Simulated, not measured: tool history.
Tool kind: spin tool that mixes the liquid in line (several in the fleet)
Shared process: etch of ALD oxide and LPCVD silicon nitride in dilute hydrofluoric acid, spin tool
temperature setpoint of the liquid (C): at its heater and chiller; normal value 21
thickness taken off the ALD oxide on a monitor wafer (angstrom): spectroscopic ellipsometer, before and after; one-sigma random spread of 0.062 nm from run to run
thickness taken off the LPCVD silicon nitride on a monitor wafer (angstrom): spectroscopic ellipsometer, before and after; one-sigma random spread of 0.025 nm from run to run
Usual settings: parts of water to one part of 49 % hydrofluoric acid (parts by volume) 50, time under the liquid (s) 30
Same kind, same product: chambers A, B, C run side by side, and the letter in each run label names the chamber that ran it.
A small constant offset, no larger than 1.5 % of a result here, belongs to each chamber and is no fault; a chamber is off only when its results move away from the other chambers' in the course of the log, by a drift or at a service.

run	hour	temperature setpoint of the liquid (C)	parts of water to one part of 49 % hydrofluoric acid (parts by volume)	time under the liquid (s)	read-back film thickness of the ALD oxide reference wafer, read on the same gauge (nm)	read-back film thickness of the LPCVD silicon nitride reference wafer, read on the same gauge (nm)	thickness taken off the ALD oxide on a monitor wafer (angstrom)	thickness taken off the LPCVD silicon nitride on a monitor wafer (angstrom)
1C	5.3	21	50	30	30.027	119.98	150.710	1.5280
2B	10.1	21	50	30	29.998	119.99	149.210	2.3614
3A	14.8	21	50	30	29.981	119.98	150.310	2.5926
4B	19.2	21	50	30	29.990	119.99	148.280	2.3859
5A	23.6	21	50	30	30.027	119.99	149.480	2.1791
6C	27.2	21	50	30	30.045	119.99	150.320	2.3659
7B	32.0	21	50	15	29.990	120.00	75.335	1.0038
8A	37.9	21	50	15	29.995	120.05	75.099	1.0793
9C	41.2	21	50	15	30.013	119.98	74.873	1.0487
10B	46.2	21	50	30	30.011	120.00	149.760	1.9475
11A	51.3	21	50	30	29.990	120.02	149.810	2.2301
# hour 52.0: chamber C: thermometer replaced
12C	57.7	21	50	30	30.018	120.00	149.350	2.2489
13C	64.5	21	50	30	29.996	120.04	150.720	1.8951
14A	68.6	21	50	30	29.984	119.97	150.040	2.0801
15B	72.3	21	50	30	29.998	120.00	149.670	1.7120
16A	75.8	21	50	30	30.011	119.98	149.960	1.9041
17C	82.2	21	50	30	30.002	120.05	151.220	2.0616
18B	87.7	21	70	30	29.988	120.02	104.420	1.5605
19B	92.8	21	70	30	29.985	120.03	104.850	1.5709
20A	98.7	21	70	30	30.007	120.01	105.770	1.6078
21C	104.2	21	50	30	30.040	120.04	150.490	1.9290
22A	107.6	21	50	30	30.002	119.98	149.790	2.0491
23B	114.5	21	50	30	30.026	119.98	149.530	1.9396
24C	119.0	21	50	30	29.983	120.01	150.590	1.4264
25C	125.9	21	35	30	29.982	119.99	220.230	2.3705
26A	130.9	21	35	30	29.998	120.03	216.470	2.3725
27B	137.7	21	35	30	29.979	120.01	215.830	2.7177

Each of the 3 chambers runs these same settings next. Fill in every chamber's results:
28A	142.7	21	50	30			?	?
28B	142.7	21	50	30			?	?
28C	142.7	21	50	30			?	?

run	thickness taken off the ALD oxide on a monitor wafer (angstrom)	thickness taken off the LPCVD silicon nitride on a monitor wafer (angstrom)
28A	149.390	1.9409
28B	148.900	2.0693
28C	149.020	1.9060
